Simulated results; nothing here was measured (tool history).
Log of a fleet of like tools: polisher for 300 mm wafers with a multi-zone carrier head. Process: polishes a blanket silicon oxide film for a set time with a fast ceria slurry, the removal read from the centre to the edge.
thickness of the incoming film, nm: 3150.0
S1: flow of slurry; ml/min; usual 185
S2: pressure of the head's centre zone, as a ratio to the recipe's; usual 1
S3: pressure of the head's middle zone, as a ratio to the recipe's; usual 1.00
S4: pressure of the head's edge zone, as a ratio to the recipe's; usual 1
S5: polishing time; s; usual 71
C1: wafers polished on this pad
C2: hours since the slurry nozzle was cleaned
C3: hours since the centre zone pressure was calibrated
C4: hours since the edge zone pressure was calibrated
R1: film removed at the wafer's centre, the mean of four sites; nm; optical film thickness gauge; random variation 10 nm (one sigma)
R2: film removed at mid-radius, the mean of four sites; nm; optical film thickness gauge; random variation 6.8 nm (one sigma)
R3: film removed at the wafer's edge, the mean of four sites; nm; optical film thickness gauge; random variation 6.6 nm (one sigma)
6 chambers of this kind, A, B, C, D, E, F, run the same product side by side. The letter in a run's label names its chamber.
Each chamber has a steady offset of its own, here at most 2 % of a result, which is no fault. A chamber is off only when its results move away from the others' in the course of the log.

run,hour,S1,S2,S3,S4,S5,C1,C2,C3,C4,R1,R2,R3
1D,4.4,185,1,1.00,1,71,738,8.0,395.8,340.2,743.91,718.91,732.46
2F,10.0,185,1,1.00,1,71,439,120.6,1016.6,350.1,741.10,726.50,730.56
3C,14.9,185,1,1.00,1,71,467,276.4,843.8,130.0,743.31,731.52,744.45
4A,18.6,185,1,1.00,1,71,317,221.3,348.9,612.2,725.61,731.54,724.50
# hour 21.6: chamber F: edge zone pressure recalibrated
# hour 24.3: chamber C: worn pad replaced by a new one
5B,24.6,185,1,1.00,1,71,1089,315.1,36.4,731.8,745.56,718.39,736.32
6E,29.6,185,1,1.00,1,71,369,346.5,776.4,446.7,730.32,736.32,742.49
7B,36.3,185,1,1.00,1,71,1185,326.8,48.1,743.5,740.93,726.47,740.04
8C,41.2,185,1,0.89,1,71,139,302.7,870.1,156.3,725.79,663.88,737.94
9F,46.5,185,1,0.89,1,71,739,157.1,1053.1,24.9,731.54,657.91,731.55
10A,50.2,185,1,0.89,1,71,577,252.9,380.5,643.8,735.62,670.40,732.60
11D,55.9,185,1,0.89,1,71,1161,59.5,447.3,391.7,738.85,655.11,736.67
# hour 59.0: chamber D: worn pad replaced by a new one
12E,60.3,185,1,0.89,1,71,621,377.2,807.1,477.4,732.98,659.76,744.99
13E,66.9,185,1,0.89,1,71,676,383.8,813.7,484.0,744.28,666.43,748.86
14A,71.9,185,1,1.00,1,71,755,274.6,402.2,665.5,737.31,750.10,731.13
# hour 74.9: chamber B: worn pad replaced by a new one
# hour 75.3: chamber E: worn pad replaced by a new one
15F,76.3,185,1,1.00,1,71,983,186.9,1082.9,54.7,746.40,733.91,736.84
16C,81.4,185,1,1.00,1,71,469,342.9,910.3,196.5,721.66,740.17,742.08
# hour 84.8: chamber E: centre zone pressure recalibrated
# hour 86.6: chamber A: worn pad replaced by a new one
17B,87.1,240,1,1.09,1,71,100,377.6,98.9,794.3,768.27,824.17,758.81
# hour 88.7: chamber C: slurry nozzle cleaned
18D,91.9,240,1,1.09,1,71,270,95.5,483.3,427.7,769.97,816.27,752.27
# hour 95.5: chamber B: edge zone pressure recalibrated
# hour 97.9: chamber C: worn pad replaced by a new one
19B,98.2,240,1,1.09,1,71,191,388.7,110.0,2.7,785.15,834.58,766.87
20A,101.7,240,1,1.09,1,71,124,304.4,432.0,695.3,768.94,831.94,751.08
21C,105.2,240,1,1.09,1,71,60,16.5,934.1,220.3,786.07,819.98,770.05
# hour 106.7: chamber F: worn pad replaced by a new one
22E,111.6,240,1,1.09,1,71,298,428.5,26.8,528.7,761.64,821.68,775.51
23F,116.3,185,1,1.00,1,71,79,226.9,1122.9,94.7,735.21,712.65,719.72
24D,122.9,185,1,1.00,1,71,524,126.5,514.3,458.7,736.27,737.76,744.92
25A,128.2,185,1,1.00,1,71,342,330.9,458.5,721.8,707.23,739.67,733.39
26E,131.2,185,1,1.00,1,71,459,448.1,46.4,548.3,729.57,735.41,737.66
27F,136.6,205,1,1.00,1,71,246,247.2,1143.2,115.0,715.48,730.54,732.84
28C,142.1,205,1,1.00,1,71,363,53.4,971.0,257.2,748.09,733.37,757.64
29D,148.9,205,1,1.00,1,71,738,152.5,540.3,484.7,752.33,738.43,737.66
# hour 151.5: chamber C: centre zone pressure recalibrated
# hour 152.6: chamber E: worn pad replaced by a new one
30B,153.9,205,1,1.00,1,71,649,444.4,165.7,58.4,739.79,743.98,752.36
31E,160.3,205,1,1.00,1,71,63,477.2,75.5,577.4,741.84,754.15,761.19
32F,163.5,205,1,1.00,1,71,467,274.1,1170.1,141.9,739.32,711.33,720.23
33D,168.0,185,1,1.00,1,71,895,171.6,559.4,503.8,738.43,728.16,723.39
# hour 171.4: chamber C: worn pad replaced by a new one
34C,173.9,185,1,1.00,1,71,21,85.2,22.4,289.0,737.91,740.17,740.08
35A,177.0,185,1,1.00,1,71,742,379.7,507.3,770.6,720.23,742.25,726.81
36B,183.2,185,1,1.00,1,71,889,473.7,195.0,87.7,731.70,736.39,730.76
37D,187.0,185,1,1.00,1,71,1051,190.6,578.4,522.8,719.43,716.77,741.48
38A,192.1,185,1,1.00,1,71,866,394.8,522.4,785.7,734.20,738.39,733.42
39C,196.5,185,1,1.00,1,71,206,107.8,45.0,311.6,733.80,724.63,750.07
40F,202.8,185,1,1.00,1,71,789,313.4,1209.4,181.2,674.39,681.71,705.37
41E,206.0,185,1,1.00,1,71,439,522.9,121.2,623.1,722.52,733.73,744.33
# hour 209.7: chamber D: worn pad replaced by a new one
42B,210.0,185,1,1.00,1,71,1109,500.5,221.8,114.5,730.19,741.17,736.45
43C,215.4,185,1,1.00,1,71,362,126.7,63.9,330.5,732.86,731.64,747.05
44D,220.6,185,1,1.00,1,71,90,224.2,612.0,556.4,737.77,731.06,746.81

What goes on in this fleet: one chamber off, a drifting gauge, or nothing beyond the chambers' own small offsets? Name the chamber and the cause, if any.

Chamber F drifts away from the others.
Cause: slurry flow missing at the pad, % = 37.1.

Here are 4 candidates for chamber F's next run, each the usual settings with a change, their results left as question marks. Which one brings its results back in line with what the others give on the usual settings?
In line means no further than this from the other chambers' mean on the usual settings: R1 35.00 nm; R2 24.00 nm; R3 23.00 nm
45F-1,225.6,190,1.01,1.01,0.99,76,,,,,?,?,?
45F-2,225.6,185,1.00,1.00,1.00,73,,,,,?,?,?
45F-3,225.6,180,0.99,0.99,1.01,66,,,,,?,?,?
45F-4,225.6,185,1.00,1.00,1.00,69,,,,,?,?,?

The other chambers' mean on the usual settings: R1 733.71 nm; R2 734.31 nm; R3 740.71 nm
run,R1,R2,R3
45F-1,732.47,725.82,743.34
45F-2,690.62,686.27,714.66
45F-3,612.59,610.48,646.56
45F-4,652.78,648.66,675.50
45F-1 brings the chamber back in line.

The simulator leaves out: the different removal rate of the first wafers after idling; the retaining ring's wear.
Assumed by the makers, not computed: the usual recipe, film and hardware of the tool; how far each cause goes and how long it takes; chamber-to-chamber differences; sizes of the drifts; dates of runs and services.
